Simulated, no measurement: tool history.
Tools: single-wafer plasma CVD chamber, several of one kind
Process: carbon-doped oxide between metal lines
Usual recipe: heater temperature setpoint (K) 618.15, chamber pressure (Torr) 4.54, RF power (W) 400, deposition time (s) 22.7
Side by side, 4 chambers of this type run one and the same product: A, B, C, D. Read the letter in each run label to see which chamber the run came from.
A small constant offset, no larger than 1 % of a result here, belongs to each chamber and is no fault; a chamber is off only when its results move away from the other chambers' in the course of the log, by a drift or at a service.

run,day,heater temperature setpoint (K),chamber pressure (Torr),RF power (W),deposition time (s),hours since the last thermocouple change,hours since the last RF generator calibration,hours since the last manometer calibration,"read-back reference wafer on the same gauge, thickness_nm",mean film thickness on the monitor wafer (nm)
1D,0.342,618.15,4.54,400,22.7,700.9,220.5,1054.7,85.836,100.4
2A,0.983,618.15,4.54,400,22.7,237.2,1201.1,1909.8,85.56,100.19
3B,1.375,618.15,4.54,400,22.7,1652.6,868.5,845.8,85.608,99.287
4C,1.708,618.15,4.54,400,22.7,1593,536.3,1039.3,85.676,98.788
5A,2.354,618.15,4.54,400,22.7,270.1,1234,1942.7,85.71,100.21
6D,2.704,618.15,4.54,335,25.1,757.6,277.2,1111.4,85.685,96.263
# day 2.95: chamber C: thermocouple changed; heater temperature recalibrated
7B,3.229,618.15,4.54,335,25.1,1697.1,913,890.3,85.725,95.338
8C,3.679,618.15,4.54,335,25.1,17.6,583.6,1086.6,85.702,94.806
9D,4.029,618.15,4.54,335,25.1,789.4,309,1143.2,85.775,95.727
10B,4.5,618.15,4.54,400,22.7,1727.6,943.5,920.8,85.609,99.062
11C,5.079,618.15,4.54,400,22.7,51.2,617.2,1120.2,85.586,99.506
12A,5.471,618.15,4.54,400,22.7,344.9,1308.8,2017.5,85.822,100.56
# day 5.817: chamber D: capacitance manometer re-zeroed and calibrated
13A,6.046,618.15,4.54,400,22.7,358.7,1322.6,2031.3,85.695,100.44
14C,6.654,628.15,4.54,400,20,89,655,1158,85.656,84.576
15D,6.95,628.15,4.54,400,20,859.5,379.1,27.2,85.78,85.379
16B,7.342,628.15,4.54,400,20,1795.8,1011.7,989,85.616,84.988
17A,7.796,628.15,4.54,400,20,400.7,1364.6,2073.3,85.713,86.383
18B,8.229,618.15,4.54,400,22.7,1817.1,1033,1010.3,85.583,98.927
19C,8.683,618.15,3.71,360,22.7,137.7,703.7,1206.7,85.734,88.911
20D,9.104,618.15,3.71,360,22.7,911.2,430.8,78.9,85.703,90.122
21A,9.408,618.15,3.71,360,22.7,439.4,1403.3,2112,85.79,88.946
22C,9.75,618.15,3.71,360,22.7,163.3,729.3,1232.3,85.71,88.868
# day 10.033: chamber B: RF generator calibrated
23D,10.412,618.15,4.54,400,22.7,942.6,462.2,110.3,85.56,99.114
24B,10.862,618.15,4.54,400,22.7,1880.3,20,1073.5,85.794,99.42
# day 11.221: chamber B: thermocouple changed; heater temperature recalibrated
25B,11.517,618.15,4.54,400,22.7,7.1,35.7,1089.2,85.75,99.376
26A,12.075,618.15,4.54,400,22.7,503.4,1467.3,2176,85.711,99.329
27D,12.675,618.15,4.54,400,22.7,996.9,516.5,164.6,85.74,99.97
28C,13.283,618.15,4.54,400,22.7,248.1,814.1,1317.1,85.744,97.42
29A,13.642,618.15,4.54,400,22.7,541,1504.9,2213.6,85.716,99.323
30C,14.179,618.15,4.54,400,22.7,269.6,835.6,1338.6,85.603,95.79
31D,14.788,627.15,4.54,400,24.8,1047.6,567.2,215.3,85.841,106
32B,15.167,627.15,4.54,400,24.8,94.7,123.3,1176.8,85.709,105.43
33A,15.746,627.15,4.54,400,24.8,591.5,1555.4,2264.1,85.722,106.58
34D,16.383,627.15,4.54,400,24.8,1085.9,605.5,253.6,85.707,105.95
35B,16.838,618.15,4.54,400,22.7,134.8,163.4,1216.9,85.671,100.11
36C,17.483,618.15,4.54,400,19.3,348.9,914.9,1417.9,85.8,81.792
37D,17.812,618.15,4.54,400,19.3,1120.2,639.8,287.9,85.658,84.685
38B,18.254,618.15,4.54,400,19.3,168.8,197.4,1250.9,85.661,85.217
39C,18.908,618.15,4.54,400,19.3,383.1,949.1,1452.1,85.633,80.549
40A,19.446,618.15,4.54,400,22.7,680.3,1644.2,2352.9,85.705,100.71
41D,19.921,618.15,4.54,400,21,1170.8,690.4,338.5,85.698,92.21
42A,20.429,618.15,4.54,400,21,703.9,1667.8,2376.5,85.671,92.99
43C,20.712,618.15,4.54,400,21,426.4,992.4,1495.4,85.685,86.282

All 4 chambers run these settings next. Forecast each chamber's results:
44A,21.188,618.15,4.54,400,22.7,,,,,?
44B,21.188,618.15,4.54,400,22.7,,,,,?
44C,21.188,618.15,4.54,400,22.7,,,,,?
44D,21.188,618.15,4.54,400,22.7,,,,,?

run,mean film thickness on the monitor wafer (nm)
44A,100.43
44B,99.257
44C,93.081
44D,99.678
